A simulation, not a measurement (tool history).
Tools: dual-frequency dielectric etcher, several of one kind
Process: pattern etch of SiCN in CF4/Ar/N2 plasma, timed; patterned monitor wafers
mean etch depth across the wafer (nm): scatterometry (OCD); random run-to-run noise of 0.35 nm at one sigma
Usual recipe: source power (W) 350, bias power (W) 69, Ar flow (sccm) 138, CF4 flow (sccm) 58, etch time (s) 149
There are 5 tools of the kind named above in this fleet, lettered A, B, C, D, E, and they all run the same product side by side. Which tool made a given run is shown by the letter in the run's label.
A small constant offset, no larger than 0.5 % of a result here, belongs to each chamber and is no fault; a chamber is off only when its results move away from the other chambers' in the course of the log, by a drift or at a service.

run,hour,source power (W),bias power (W),Ar flow (sccm),CF4 flow (sccm),etch time (s),"read-back reference wafer on the same gauge, depth_nm",mean etch depth across the wafer (nm)
1E,12.4,350,69,138,58,149,82.459,93.415
2A,20.7,350,69,138,58,149,82.469,93.108
3D,32,350,69,138,58,149,82.507,93.139
4B,41.5,350,69,138,58,149,82.438,93.685
# hour 51.7: chamber A: wet clean of the chamber
5C,55.6,350,69,138,58,149,82.449,93.866
6A,64.7,350,69,138,58,149,82.504,93.302
7D,76.7,350,69,138,58,149,82.496,93.215
# hour 82.8: chamber E: wet clean of the chamber
8B,87.9,350,69,138,58,149,82.508,94.264
9C,100.3,350,69,138,58,149,82.464,93.664
10E,113.4,350,69,138,58,149,82.53,93.575
11A,120.9,350,69,138,58,149,82.599,93.538
12B,132.5,350,69,138,58,149,82.458,94.18
13D,147.6,350,69,138,58,149,82.525,93.248
14C,163.3,350,69,138,58,149,82.464,93.631
15E,177.3,350,69,138,58,149,82.49,93.419
16E,185.1,350,69,138,49,123,82.569,75.788
17C,195.6,350,69,138,49,123,82.559,75.63
18B,209.8,350,69,138,49,123,82.454,75.541
19D,222.4,350,69,138,49,123,82.568,75.587
20A,231.2,350,69,138,49,123,82.472,74.707
21D,245.5,350,69,138,58,149,82.533,93.138
22E,260.5,350,69,138,58,149,82.487,93.114
23C,267.6,350,69,138,58,149,82.49,93.894
# hour 272.6: chamber C: wet clean of the chamber
# hour 276.8: chamber D: wet clean of the chamber
24A,279,270,69,138,58,191,82.54,95.059
25B,294.8,270,69,138,58,191,82.493,96.958
26D,305.6,270,69,138,58,191,82.505,96.038
# hour 321.1: chamber B: wet clean of the chamber
27A,321.4,270,69,138,58,191,82.467,95.708
28C,335.7,270,69,138,58,191,82.435,100.37
29E,347.5,350,69,138,58,149,82.498,94.25
30B,360.5,350,69,138,58,149,82.513,95.132
31D,371.9,350,69,138,58,149,82.543,92.656
32C,387.6,350,69,138,58,149,82.466,97.705
33B,400.8,350,69,138,58,149,82.517,94.081
34E,415.8,350,69,138,58,149,82.435,93.615
35A,430.3,350,52,138,58,118.5,82.453,66.783
36C,442.7,350,52,138,58,118.5,82.474,70.295
37A,449.9,350,52,138,58,118.5,82.537,66.588
38B,465.4,350,52,138,58,118.5,82.538,67.538
39D,472.6,350,52,138,58,118.5,82.446,67.158
# hour 475.1: chamber E: wet clean of the chamber
40E,484.7,350,69,138,58,149,82.396,93.446
41E,499.7,350,64,164,58,149,82.441,88.554
42B,511.2,350,64,164,58,149,82.488,88.606
43A,523.9,350,64,164,58,149,82.487,87.672

Which is it: a chamber that has drifted or been left off by a service, a gauge drift common to all chambers, or only each chamber's usual small offset? If a chamber is off, name it and its likeliest cause.

Chamber C came out of a service off from its peers and stayed that way.
Likeliest cause: etch rate over this chamber's usual, % = 4.51.

Which of the 4 candidates below, each the usual settings with something changed and its results left as question marks, puts chamber C back in line with what the other chambers give on the usual settings?
In-line tolerance around the mean of the other chambers on the usual settings: mean etch depth across the wafer (nm) 1.2
44C-1,535.2,340,68,139,58,143,,?
44C-2,535.2,350,79,130,62,149,,?
44C-3,535.2,360,69,138,58,152.5,,?
44C-4,535.2,350,61,138,58,149,,?

Mean of the other chambers on the usual settings: mean etch depth across the wafer (nm) 93.563
run,mean etch depth across the wafer (nm)
44C-1,91.069
44C-2,105.28
44C-3,102.74
44C-4,93.471
With 44C-4, the chamber falls back in line with the rest.
